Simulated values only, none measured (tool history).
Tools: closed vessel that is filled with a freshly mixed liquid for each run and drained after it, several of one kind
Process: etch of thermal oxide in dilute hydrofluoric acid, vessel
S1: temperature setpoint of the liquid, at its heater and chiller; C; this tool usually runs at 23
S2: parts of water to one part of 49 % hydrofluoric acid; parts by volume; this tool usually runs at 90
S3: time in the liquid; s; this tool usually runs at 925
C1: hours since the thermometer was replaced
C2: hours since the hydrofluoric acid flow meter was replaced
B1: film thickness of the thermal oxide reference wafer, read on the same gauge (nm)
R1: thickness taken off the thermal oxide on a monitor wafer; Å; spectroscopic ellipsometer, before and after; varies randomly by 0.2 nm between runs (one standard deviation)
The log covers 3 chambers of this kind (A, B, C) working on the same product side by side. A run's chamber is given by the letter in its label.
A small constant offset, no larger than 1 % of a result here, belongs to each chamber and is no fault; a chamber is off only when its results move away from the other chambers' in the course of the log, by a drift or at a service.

run	day	S1	S2	S3	C1	C2	B1	R1
1C	0.179	23	90	925	448.7	1397	30.004	450.8
2B	0.462	23	90	925	1536	551.4	30.017	456.48
3A	0.762	23	90	925	1238.8	896.8	30.003	455.97
4C	0.95	23	90	925	467.2	1415.5	29.992	450.77
5B	1.254	23	90	925	1555	570.4	29.995	458.47
6A	1.492	23	90	925	1256.3	914.3	29.992	454.83
7B	1.708	23	90	925	1565.9	581.3	29.997	452.52
8C	1.921	23	90	925	490.5	1438.8	30.003	452.54
9A	2.225	23	90	925	1273.9	931.9	29.987	453.08
10A	2.533	23	105	925	1281.3	939.3	30.008	382.93
11C	2.675	23	105	925	508.6	1456.9	30.03	379.24
12B	2.858	23	105	925	1593.5	608.9	30.024	382.81
13B	3.075	23	90	925	1598.7	614.1	30.015	456.16
14A	3.312	23	90	925	1300	958	30.022	451.48
15C	3.567	23	90	925	530	1478.3	29.995	451.37
16B	3.825	23	90	925	1616.7	632.1	30.009	454.5
17C	4.042	23	90	925	541.4	1489.7	29.999	446.23
18A	4.208	23	110	925	1321.5	979.5	30.001	361.69
19B	4.346	23	110	925	1629.2	644.6	29.988	362.67
20A	4.562	23	110	925	1330	988	30.011	363.55
# day 4.583: chamber C: thermometer replaced
21C	4.746	23	90	925	3.9	1506.6	30.001	446.94
22B	4.967	23	90	925	1644.1	659.5	29.997	452.38
23A	5.204	23	90	925	1345.4	1003.4	30	457.13
24C	5.346	23	90	925	18.3	1521	30.007	444.03
25B	5.504	25	90	470	1657	672.4	30.004	251.64
26C	5.796	25	90	470	29.1	1531.8	30	243.39
27A	6.046	25	90	470	1365.6	1023.6	30.001	247.11
28A	6.342	23	90	925	1372.7	1030.7	29.999	453.58
29C	6.525	26	90	925	46.6	1549.3	29.982	503.53
30B	6.704	26	90	925	1685.8	701.2	29.995	511.82
31B	6.975	26	90	925	1692.3	707.7	29.997	516.49
32A	7.258	23	90	925	1394.7	1052.7	30.019	451.42
33C	7.508	23	90	925	70.2	1572.9	30.003	444.49
34A	7.717	23	90	925	1405.7	1063.7	29.989	452.73
35B	7.896	23	90	925	1714.4	729.8	30.024	456.67
36C	8.062	23	90	925	83.5	1586.2	30.002	441.92
37C	8.2	23	90	925	86.8	1589.5	30.017	444.63
38A	8.458	23	90	925	1423.5	1081.5	29.99	451.51
39B	8.621	23	90	925	1731.8	747.2	30	457.18
40B	8.904	23	90	925	1738.6	754	30.002	453.1
41C	9.104	23	90	925	108.5	1611.2	30	439.51
42A	9.242	23	90	925	1442.3	1100.3	30.008	453.02
43A	9.538	23	90	925	1449.4	1107.4	30.002	452.54
44C	9.733	23	90	925	123.6	1626.3	30.018	440.87

Next, all 3 chambers run the settings below, one line each with question marks for the results. What does each chamber give?
45A	9.954	23	90	925				?
45B	9.954	23	90	925				?
45C	9.954	23	90	925				?

run	R1
45A	452.45
45B	460.49
45C	437.33
